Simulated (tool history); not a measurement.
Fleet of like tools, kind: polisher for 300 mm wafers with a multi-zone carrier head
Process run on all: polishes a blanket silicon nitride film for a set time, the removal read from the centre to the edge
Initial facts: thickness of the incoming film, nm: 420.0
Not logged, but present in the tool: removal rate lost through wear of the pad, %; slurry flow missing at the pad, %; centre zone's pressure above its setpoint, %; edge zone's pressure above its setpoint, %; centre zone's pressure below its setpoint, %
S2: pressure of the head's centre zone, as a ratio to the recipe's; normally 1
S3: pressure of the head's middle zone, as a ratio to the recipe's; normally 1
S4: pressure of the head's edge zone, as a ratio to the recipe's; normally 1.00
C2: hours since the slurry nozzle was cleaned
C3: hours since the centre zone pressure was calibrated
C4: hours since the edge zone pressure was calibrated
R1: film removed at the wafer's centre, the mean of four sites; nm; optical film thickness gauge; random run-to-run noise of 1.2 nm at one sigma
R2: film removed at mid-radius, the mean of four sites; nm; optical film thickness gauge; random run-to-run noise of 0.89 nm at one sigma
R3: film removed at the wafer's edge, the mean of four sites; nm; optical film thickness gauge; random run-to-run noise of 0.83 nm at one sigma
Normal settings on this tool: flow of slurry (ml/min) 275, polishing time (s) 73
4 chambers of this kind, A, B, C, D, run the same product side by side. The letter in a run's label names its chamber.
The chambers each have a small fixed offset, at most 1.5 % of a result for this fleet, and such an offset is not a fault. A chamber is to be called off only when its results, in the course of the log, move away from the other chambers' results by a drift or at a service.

Run 1D, day 0.271: usual settings; wafers polished on this pad 498; C2 55.7; C3 123.1; C4 541.3. Result: R1 111.03 nm, R2 115.72 nm, R3 114.05 nm.
Run 2C, day 0.567: usual settings; wafers polished on this pad 475; C2 310.9; C3 386.6; C4 266.0. Result: R1 115.10 nm, R2 112.70 nm, R3 115.94 nm.
Run 3A, day 0.854: usual settings; wafers polished on this pad 837; C2 50.2; C3 326.6; C4 726.0. Result: R1 113.32 nm, R2 112.58 nm, R3 113.07 nm.
Run 4B, day 1.162: usual settings; wafers polished on this pad 1122; C2 263.4; C3 295.5; C4 754.0. Result: R1 114.59 nm, R2 113.00 nm, R3 112.37 nm.
Run 5B, day 1.458: usual settings but S4 0.89; wafers polished on this pad 1201; C2 270.5; C3 302.6; C4 761.1. Result: R1 115.75 nm, R2 113.93 nm, R3 106.66 nm.
At day 1.700: chamber A: worn pad replaced by a new one.
Run 6D, day 1.767: usual settings but S4 0.89; wafers polished on this pad 898; C2 91.6; C3 159.0; C4 577.2. Result: R1 110.57 nm, R2 112.15 nm, R3 106.67 nm.
At day 1.858: chamber B: worn pad replaced by a new one.
Run 7C, day 2.042: usual settings but S4 0.89; wafers polished on this pad 869; C2 346.3; C3 422.0; C4 301.4. Result: R1 112.73 nm, R2 113.61 nm, R3 109.27 nm.
Run 8A, day 2.379: usual settings but S4 0.89; wafers polished on this pad 182; C2 86.8; C3 363.2; C4 762.6. Result: R1 116.19 nm, R2 113.30 nm, R3 107.57 nm.
Run 9A, day 2.712: usual settings; wafers polished on this pad 271; C2 94.8; C3 371.2; C4 770.6. Result: R1 113.78 nm, R2 112.79 nm, R3 114.36 nm.
At day 2.842: chamber D: worn pad replaced by a new one.
Run 10C, day 2.946: usual settings; wafers polished on this pad 1110; C2 368.0; C3 443.7; C4 323.1. Result: R1 113.50 nm, R2 112.23 nm, R3 114.99 nm.
Run 11B, day 3.117: usual settings but S4 0.92, polishing time (s) 92; wafers polished on this pad 335; C2 310.3; C3 342.4; C4 800.9. Result: R1 144.30 nm, R2 143.91 nm, R3 136.49 nm.
Run 12D, day 3.425: usual settings but S4 0.92, polishing time (s) 92; wafers polished on this pad 156; C2 131.4; C3 198.8; C4 617.0. Result: R1 142.89 nm, R2 142.52 nm, R3 137.02 nm.
Run 13A, day 3.700: usual settings but S4 0.92, polishing time (s) 92; wafers polished on this pad 534; C2 118.5; C3 394.9; C4 794.3. Result: R1 143.82 nm, R2 142.60 nm, R3 136.14 nm.
Run 14D, day 3.950: usual settings but S4 0.92, polishing time (s) 92; wafers polished on this pad 296; C2 144.0; C3 211.4; C4 629.6. Result: R1 145.02 nm, R2 142.40 nm, R3 138.45 nm.
Run 15B, day 4.138: usual settings; wafers polished on this pad 608; C2 334.8; C3 366.9; C4 825.4. Result: R1 113.78 nm, R2 112.27 nm, R3 113.84 nm.
At day 4.208: chamber C: worn pad replaced by a new one.
Run 16C, day 4.417: usual settings; wafers polished on this pad 56; C2 403.3; C3 479.0; C4 358.4. Result: R1 111.64 nm, R2 112.01 nm, R3 113.64 nm.
At day 4.442: chamber B: centre zone pressure recalibrated.
Run 17D, day 4.725: usual settings; wafers polished on this pad 503; C2 162.6; C3 230.0; C4 648.2. Result: R1 114.61 nm, R2 114.02 nm, R3 114.10 nm.
Run 18A, day 4.950: usual settings; wafers polished on this pad 868; C2 148.5; C3 424.9; C4 824.3. Result: R1 112.15 nm, R2 112.90 nm, R3 111.76 nm.
Run 19C, day 5.175: usual settings; wafers polished on this pad 258; C2 421.5; C3 497.2; C4 376.6. Result: R1 107.74 nm, R2 112.81 nm, R3 115.06 nm.
At day 5.317: chamber A: worn pad replaced by a new one.
Run 20B, day 5.458: usual settings; wafers polished on this pad 960; C2 366.5; C3 24.4; C4 857.1. Result: R1 113.18 nm, R2 112.97 nm, R3 113.40 nm.
Run 21C, day 5.638: usual settings; wafers polished on this pad 382; C2 432.6; C3 508.3; C4 387.7. Result: R1 106.65 nm, R2 112.63 nm, R3 115.58 nm.
Run 22A, day 5.967: usual settings; wafers polished on this pad 173; C2 172.9; C3 449.3; C4 848.7. Result: R1 113.53 nm, R2 113.41 nm, R3 113.81 nm.
Run 23D, day 6.171: usual settings; wafers polished on this pad 888; C2 197.3; C3 264.7; C4 682.9. Result: R1 112.68 nm, R2 114.92 nm, R3 114.24 nm.
Run 24B, day 6.483: usual settings; wafers polished on this pad 1234; C2 391.1; C3 49.0; C4 881.7. Result: R1 113.16 nm, R2 113.17 nm, R3 112.57 nm.
At day 6.571: chamber B: slurry nozzle cleaned.
Run 25B, day 6.721: usual settings; wafers polished on this pad 1297; C2 3.7; C3 54.7; C4 887.4. Result: R1 115.30 nm, R2 113.86 nm, R3 112.58 nm.
Run 26C, day 6.917: usual settings; wafers polished on this pad 723; C2 463.3; C3 539.0; C4 418.4. Result: R1 105.61 nm, R2 111.98 nm, R3 115.10 nm.
At day 7.104: chamber B: worn pad replaced by a new one.
Run 27D, day 7.167: usual settings; wafers polished on this pad 1154; C2 221.2; C3 288.6; C4 706.8. Result: R1 111.97 nm, R2 114.37 nm, R3 114.28 nm.
Run 28A, day 7.512: usual settings; wafers polished on this pad 586; C2 210.0; C3 486.4; C4 885.8. Result: R1 110.12 nm, R2 111.90 nm, R3 113.91 nm.
Run 29B, day 7.842: usual settings; wafers polished on this pad 197; C2 30.6; C3 81.6; C4 914.3. Result: R1 115.00 nm, R2 114.76 nm, R3 114.20 nm.
At day 7.908: chamber D: worn pad replaced by a new one.
Run 30A, day 8.000: usual settings; wafers polished on this pad 716; C2 221.7; C3 498.1; C4 897.5. Result: R1 113.96 nm, R2 112.76 nm, R3 113.50 nm.
Run 31D, day 8.175: usual settings; wafers polished on this pad 71; C2 245.4; C3 312.8; C4 731.0. Result: R1 112.61 nm, R2 113.41 nm, R3 115.21 nm.
At day 8.188: chamber D: slurry nozzle cleaned.
Run 32C, day 8.483: usual settings; wafers polished on this pad 1141; C2 500.9; C3 576.6; C4 456.0. Result: R1 101.62 nm, R2 111.90 nm, R3 113.18 nm.
At day 8.738: chamber A: worn pad replaced by a new one.
Run 33A, day 8.738: usual settings; wafers polished on this pad 1; C2 239.4; C3 515.8; C4 915.2. Result: R1 114.44 nm, R2 113.78 nm, R3 114.35 nm.
Run 34C, day 9.029: usual settings; wafers polished on this pad 1287; C2 514.0; C3 589.7; C4 469.1. Result: R1 101.49 nm, R2 113.51 nm, R3 115.93 nm.
Run 35D, day 9.279: usual settings; wafers polished on this pad 366; C2 26.3; C3 339.3; C4 757.5. Result: R1 111.07 nm, R2 113.22 nm, R3 114.10 nm.

What goes on in this fleet: one chamber off, a drifting gauge, or nothing beyond the chambers' own small offsets? Name the chamber and the cause, if any.

One chamber, C, drifts off from the rest bit by bit.
Most likely cause: centre zone's pressure below its setpoint, % = 9.94.

Which of the 4 candidates below, each the usual settings with something changed and its results left as question marks, puts chamber C back in line with what the other chambers give on the usual settings?
In-line tolerance around the mean of the other chambers on the usual settings: R1 4.200 nm; R2 3.10 nm; R3 2.90 nm
Run 36C-1, day 9.538: usual settings but flow of slurry (ml/min) 270, S2 0.92, S4 1.04, polishing time (s) 72. Result: R1 ?, R2 ?, R3 ?.
Run 36C-2, day 9.538: usual settings but S2 1.03, S4 0.99. Result: R1 ?, R2 ?, R3 ?.
Run 36C-3, day 9.538: usual settings but S2 0.97, S4 1.01. Result: R1 ?, R2 ?, R3 ?.
Run 36C-4, day 9.538: usual settings but flow of slurry (ml/min) 280, S2 1.08, S4 0.96, polishing time (s) 74. Result: R1 ?, R2 ?, R3 ?.

Average result of the remaining chambers running the usual settings: R1 113.540 nm; R2 113.36 nm; R3 113.81 nm
  run       R1      R2      R3
36C-1   91.113  110.64  114.93
36C-2  105.150  112.34  113.67
36C-3   98.295  112.37  114.88
36C-4  112.620  114.07  113.54
36C-4 is the one that brings the chamber's results back in line with the other chambers.
